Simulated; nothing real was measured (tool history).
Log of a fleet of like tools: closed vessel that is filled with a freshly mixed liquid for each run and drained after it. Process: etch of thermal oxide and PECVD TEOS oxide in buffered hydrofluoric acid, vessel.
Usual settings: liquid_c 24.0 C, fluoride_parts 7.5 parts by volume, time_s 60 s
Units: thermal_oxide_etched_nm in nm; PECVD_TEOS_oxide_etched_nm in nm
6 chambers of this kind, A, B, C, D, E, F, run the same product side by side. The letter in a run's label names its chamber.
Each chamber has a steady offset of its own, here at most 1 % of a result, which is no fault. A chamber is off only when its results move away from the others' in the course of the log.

| run | hour | liquid_c | fluoride_parts | time_s | read-back film thickness of the thermal oxide reference wafer, read on the same gauge (nm) | read-back film thickness of the PECVD TEOS oxide reference wafer, read on the same gauge (nm) | thermal_oxide_etched_nm | PECVD_TEOS_oxide_etched_nm |
|---|---|---|---|---|---|---|---|---|
| 1E | 9.6 | 24.0 | 7.5 | 60 | 109.97 | 59.979 | 90.904 | 168.05 |
|  | 10.9 | chamber E: hydrofluoric acid flow meter replaced |
| 2C | 23.4 | 24.0 | 7.5 | 60 | 110.00 | 60.008 | 90.780 | 166.23 |
| 3D | 31.9 | 24.0 | 7.5 | 60 | 110.00 | 59.994 | 91.751 | 166.10 |
| 4F | 47.6 | 24.0 | 7.5 | 60 | 110.00 | 59.997 | 91.376 | 166.98 |
|  | 58.9 | chamber A: thermometer replaced |
| 5A | 62.7 | 24.0 | 7.5 | 60 | 110.01 | 60.012 | 90.392 | 166.53 |
|  | 65.2 | chamber A: hydrofluoric acid flow meter replaced |
| 6B | 70.4 | 24.0 | 5.5 | 60 | 109.97 | 60.012 | 123.050 | 223.21 |
| 7A | 84.2 | 24.0 | 5.5 | 60 | 110.01 | 60.004 | 121.230 | 222.81 |
| 8B | 100.1 | 24.0 | 5.5 | 60 | 110.00 | 59.995 | 125.700 | 223.72 |
| 9F | 108.1 | 24.0 | 5.5 | 60 | 110.01 | 59.991 | 120.430 | 219.57 |
| 10D | 115.3 | 24.0 | 5.5 | 60 | 110.03 | 59.991 | 122.030 | 224.47 |
| 11C | 131.7 | 24.0 | 5.5 | 60 | 110.00 | 59.997 | 120.740 | 220.21 |
| 12E | 144.0 | 24.0 | 7.5 | 60 | 110.00 | 59.984 | 90.202 | 166.66 |
| 13F | 153.8 | 24.0 | 7.5 | 80 | 110.01 | 59.994 | 123.670 | 220.43 |
| 14C | 162.6 | 24.0 | 7.5 | 80 | 110.00 | 59.995 | 122.490 | 221.47 |
| 15B | 176.5 | 24.0 | 7.5 | 80 | 110.03 | 60.009 | 121.960 | 223.66 |
| 16D | 183.8 | 24.0 | 7.5 | 80 | 110.00 | 59.976 | 121.850 | 220.83 |
| 17A | 192.6 | 24.0 | 7.5 | 80 | 110.01 | 59.980 | 120.510 | 223.60 |
| 18E | 203.3 | 24.0 | 7.5 | 80 | 110.01 | 59.984 | 121.820 | 224.34 |
| 19E | 210.5 | 24.0 | 7.5 | 60 | 109.99 | 59.993 | 90.205 | 167.94 |
| 20A | 224.3 | 24.0 | 7.5 | 60 | 110.03 | 59.995 | 89.673 | 167.60 |
| 21B | 238.5 | 24.0 | 7.5 | 60 | 109.98 | 60.004 | 92.355 | 167.08 |
| 22C | 245.5 | 24.0 | 7.5 | 60 | 109.98 | 60.002 | 92.089 | 166.80 |
| 23D | 259.1 | 24.0 | 7.5 | 60 | 109.98 | 60.001 | 90.649 | 166.98 |
| 24F | 270.2 | 24.0 | 7.5 | 60 | 110.00 | 59.995 | 91.982 | 165.04 |
| 25A | 283.9 | 24.0 | 7.5 | 60 | 109.98 | 60.024 | 90.416 | 167.72 |
| 26F | 294.0 | 24.0 | 7.5 | 60 | 110.02 | 59.997 | 92.175 | 165.69 |
| 27C | 303.2 | 24.0 | 7.5 | 60 | 110.01 | 59.989 | 93.371 | 166.80 |
| 28D | 315.5 | 24.0 | 7.5 | 60 | 110.00 | 60.003 | 91.087 | 166.31 |
| 29E | 330.7 | 24.0 | 7.5 | 60 | 110.01 | 60.001 | 90.032 | 168.03 |
| 30B | 342.1 | 24.0 | 7.5 | 60 | 110.00 | 59.984 | 91.706 | 166.07 |
| 31B | 357.2 | 24.0 | 7.5 | 60 | 109.99 | 60.010 | 91.215 | 167.73 |
| 32D | 368.5 | 24.0 | 7.5 | 60 | 110.01 | 60.004 | 90.672 | 166.40 |
| 33C | 376.4 | 24.0 | 7.5 | 60 | 109.99 | 59.976 | 89.686 | 166.08 |
| 34F | 391.8 | 24.0 | 7.5 | 60 | 109.99 | 59.993 | 92.907 | 165.46 |
| 35A | 404.9 | 24.0 | 7.5 | 60 | 110.01 | 60.013 | 91.277 | 166.41 |
| 36E | 416.7 | 25.5 | 7.5 | 50 | 110.01 | 60.020 | 82.419 | 152.37 |
| 37A | 426.1 | 25.5 | 7.5 | 50 | 110.01 | 60.008 | 82.177 | 151.66 |
| 38E | 433.6 | 25.5 | 7.5 | 50 | 110.00 | 59.987 | 81.318 | 151.67 |
| 39F | 442.1 | 25.5 | 7.5 | 50 | 110.01 | 60.006 | 84.549 | 149.33 |

All 6 chambers run these settings next. Forecast each chamber's results:
| 40A | 453.9 | 24.0 | 7.5 | 60 |  |  | ? | ? |
| 40B | 453.9 | 24.0 | 7.5 | 60 |  |  | ? | ? |
| 40C | 453.9 | 24.0 | 7.5 | 60 |  |  | ? | ? |
| 40D | 453.9 | 24.0 | 7.5 | 60 |  |  | ? | ? |
| 40E | 453.9 | 24.0 | 7.5 | 60 |  |  | ? | ? |
| 40F | 453.9 | 24.0 | 7.5 | 60 |  |  | ? | ? |

| run | thermal_oxide_etched_nm | PECVD_TEOS_oxide_etched_nm |
|---|---|---|
| 40A | 92.395 | 168.09 |
| 40B | 92.627 | 167.71 |
| 40C | 92.214 | 166.56 |
| 40D | 91.961 | 167.15 |
| 40E | 91.685 | 166.95 |
| 40F | 92.416 | 165.44 |
